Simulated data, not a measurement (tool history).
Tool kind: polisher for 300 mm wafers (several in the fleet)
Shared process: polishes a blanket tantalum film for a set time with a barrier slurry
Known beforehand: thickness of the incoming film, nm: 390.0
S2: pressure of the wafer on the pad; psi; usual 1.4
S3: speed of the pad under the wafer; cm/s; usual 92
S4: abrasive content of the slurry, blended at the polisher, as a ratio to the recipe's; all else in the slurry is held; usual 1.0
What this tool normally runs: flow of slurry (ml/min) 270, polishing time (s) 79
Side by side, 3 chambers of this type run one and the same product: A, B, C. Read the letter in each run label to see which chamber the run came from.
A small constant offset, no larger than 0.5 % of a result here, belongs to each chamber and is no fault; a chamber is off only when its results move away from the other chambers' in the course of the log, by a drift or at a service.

run 1A hour=3.5 | flow_of_slurry_(ml/min)=270 S2=1.4 S3=92 S4=1.0 polishing_time_(s)=79 | film_removed_(nm)=85.132
run 2B hour=10.4 | flow_of_slurry_(ml/min)=270 S2=1.4 S3=92 S4=1.0 polishing_time_(s)=79 | film_removed_(nm)=84.501
run 3C hour=15.3 | flow_of_slurry_(ml/min)=270 S2=1.4 S3=92 S4=1.0 polishing_time_(s)=79 | film_removed_(nm)=84.343
-- hour=15.8 chamber A: slurry blender recalibrated
run 4C hour=20.9 | flow_of_slurry_(ml/min)=270 S2=1.4 S3=92 S4=1.0 polishing_time_(s)=79 | film_removed_(nm)=84.273
run 5B hour=25.8 | flow_of_slurry_(ml/min)=270 S2=1.4 S3=92 S4=1.0 polishing_time_(s)=79 | film_removed_(nm)=83.604
run 6A hour=30.0 | flow_of_slurry_(ml/min)=270 S2=1.4 S3=92 S4=1.0 polishing_time_(s)=79 | film_removed_(nm)=85.039
run 7A hour=35.1 | flow_of_slurry_(ml/min)=310 S2=1.4 S3=92 S4=1.2 polishing_time_(s)=79 | film_removed_(nm)=90.234
-- hour=36.7 chamber B: slurry blender recalibrated
run 8B hour=40.9 | flow_of_slurry_(ml/min)=310 S2=1.4 S3=92 S4=1.2 polishing_time_(s)=79 | film_removed_(nm)=88.888
run 9C hour=46.1 | flow_of_slurry_(ml/min)=310 S2=1.4 S3=92 S4=1.2 polishing_time_(s)=79 | film_removed_(nm)=90.961
run 10A hour=51.3 | flow_of_slurry_(ml/min)=270 S2=1.4 S3=92 S4=1.0 polishing_time_(s)=79 | film_removed_(nm)=83.802
run 11B hour=56.9 | flow_of_slurry_(ml/min)=270 S2=1.4 S3=92 S4=1.0 polishing_time_(s)=79 | film_removed_(nm)=84.188
-- hour=59.7 chamber C: slurry nozzle cleaned
run 12C hour=61.1 | flow_of_slurry_(ml/min)=270 S2=1.4 S3=92 S4=1.0 polishing_time_(s)=79 | film_removed_(nm)=85.662
run 13B hour=65.1 | flow_of_slurry_(ml/min)=270 S2=1.4 S3=92 S4=1.0 polishing_time_(s)=79 | film_removed_(nm)=83.321
-- hour=68.5 chamber A: worn pad replaced by a new one
run 14A hour=70.1 | flow_of_slurry_(ml/min)=270 S2=1.4 S3=66 S4=1.0 polishing_time_(s)=67 | film_removed_(nm)=51.639
-- hour=71.5 chamber B: worn pad replaced by a new one
run 15C hour=75.9 | flow_of_slurry_(ml/min)=270 S2=1.4 S3=66 S4=1.0 polishing_time_(s)=67 | film_removed_(nm)=50.562
run 16C hour=80.4 | flow_of_slurry_(ml/min)=270 S2=1.4 S3=66 S4=1.0 polishing_time_(s)=67 | film_removed_(nm)=51.291
run 17B hour=84.8 | flow_of_slurry_(ml/min)=270 S2=1.4 S3=92 S4=1.0 polishing_time_(s)=79 | film_removed_(nm)=82.602
run 18A hour=88.4 | flow_of_slurry_(ml/min)=270 S2=1.4 S3=92 S4=1.0 polishing_time_(s)=79 | film_removed_(nm)=85.561
run 19C hour=92.6 | flow_of_slurry_(ml/min)=270 S2=1.4 S3=92 S4=1.0 polishing_time_(s)=79 | film_removed_(nm)=85.466
run 20A hour=96.4 | flow_of_slurry_(ml/min)=270 S2=1.4 S3=92 S4=1.0 polishing_time_(s)=79 | film_removed_(nm)=84.067
run 21B hour=101.6 | flow_of_slurry_(ml/min)=270 S2=1.4 S3=92 S4=1.0 polishing_time_(s)=79 | film_removed_(nm)=84.457
run 22A hour=108.2 | flow_of_slurry_(ml/min)=270 S2=1.4 S3=92 S4=1.0 polishing_time_(s)=79 | film_removed_(nm)=83.920
run 23C hour=112.5 | flow_of_slurry_(ml/min)=270 S2=1.4 S3=92 S4=1.0 polishing_time_(s)=79 | film_removed_(nm)=85.349
-- hour=115.6 chamber C: worn pad replaced by a new one
run 24B hour=116.4 | flow_of_slurry_(ml/min)=270 S2=1.4 S3=92 S4=1.0 polishing_time_(s)=79 | film_removed_(nm)=85.325
run 25B hour=123.7 | flow_of_slurry_(ml/min)=270 S2=1.4 S3=92 S4=1.0 polishing_time_(s)=79 | film_removed_(nm)=85.070
run 26A hour=128.7 | flow_of_slurry_(ml/min)=270 S2=1.4 S3=92 S4=1.0 polishing_time_(s)=79 | film_removed_(nm)=85.672
run 27C hour=133.3 | flow_of_slurry_(ml/min)=270 S2=1.4 S3=92 S4=1.0 polishing_time_(s)=79 | film_removed_(nm)=84.700
run 28B hour=139.4 | flow_of_slurry_(ml/min)=270 S2=1.4 S3=92 S4=1.0 polishing_time_(s)=79 | film_removed_(nm)=83.411
run 29C hour=143.5 | flow_of_slurry_(ml/min)=270 S2=1.4 S3=92 S4=0.9 polishing_time_(s)=61 | film_removed_(nm)=62.233
run 30A hour=147.8 | flow_of_slurry_(ml/min)=270 S2=1.4 S3=92 S4=0.9 polishing_time_(s)=61 | film_removed_(nm)=63.488
run 31A hour=151.6 | flow_of_slurry_(ml/min)=270 S2=1.4 S3=92 S4=0.9 polishing_time_(s)=61 | film_removed_(nm)=63.039
run 32C hour=155.8 | flow_of_slurry_(ml/min)=270 S2=1.4 S3=92 S4=1.0 polishing_time_(s)=79 | film_removed_(nm)=83.742
run 33B hour=163.4 | flow_of_slurry_(ml/min)=270 S2=1.1 S3=92 S4=1.0 polishing_time_(s)=79 | film_removed_(nm)=67.104
run 34C hour=167.9 | flow_of_slurry_(ml/min)=270 S2=1.1 S3=92 S4=1.0 polishing_time_(s)=79 | film_removed_(nm)=65.936
run 35A hour=171.3 | flow_of_slurry_(ml/min)=270 S2=1.1 S3=92 S4=1.0 polishing_time_(s)=79 | film_removed_(nm)=67.298
run 36B hour=178.2 | flow_of_slurry_(ml/min)=270 S2=1.4 S3=120 S4=1.0 polishing_time_(s)=79 | film_removed_(nm)=110.200
run 37C hour=184.8 | flow_of_slurry_(ml/min)=270 S2=1.4 S3=120 S4=1.0 polishing_time_(s)=79 | film_removed_(nm)=109.310

Next, every chamber runs the same settings. What will each give?
run 38A hour=190.3 | flow_of_slurry_(ml/min)=270 S2=1.4 S3=92 S4=1.0 polishing_time_(s)=79 | film_removed_(nm)=?
run 38B hour=190.3 | flow_of_slurry_(ml/min)=270 S2=1.4 S3=92 S4=1.0 polishing_time_(s)=79 | film_removed_(nm)=?
run 38C hour=190.3 | flow_of_slurry_(ml/min)=270 S2=1.4 S3=92 S4=1.0 polishing_time_(s)=79 | film_removed_(nm)=?

run=38A film_removed_(nm)=86.032
run=38B film_removed_(nm)=84.443
run=38C film_removed_(nm)=83.747

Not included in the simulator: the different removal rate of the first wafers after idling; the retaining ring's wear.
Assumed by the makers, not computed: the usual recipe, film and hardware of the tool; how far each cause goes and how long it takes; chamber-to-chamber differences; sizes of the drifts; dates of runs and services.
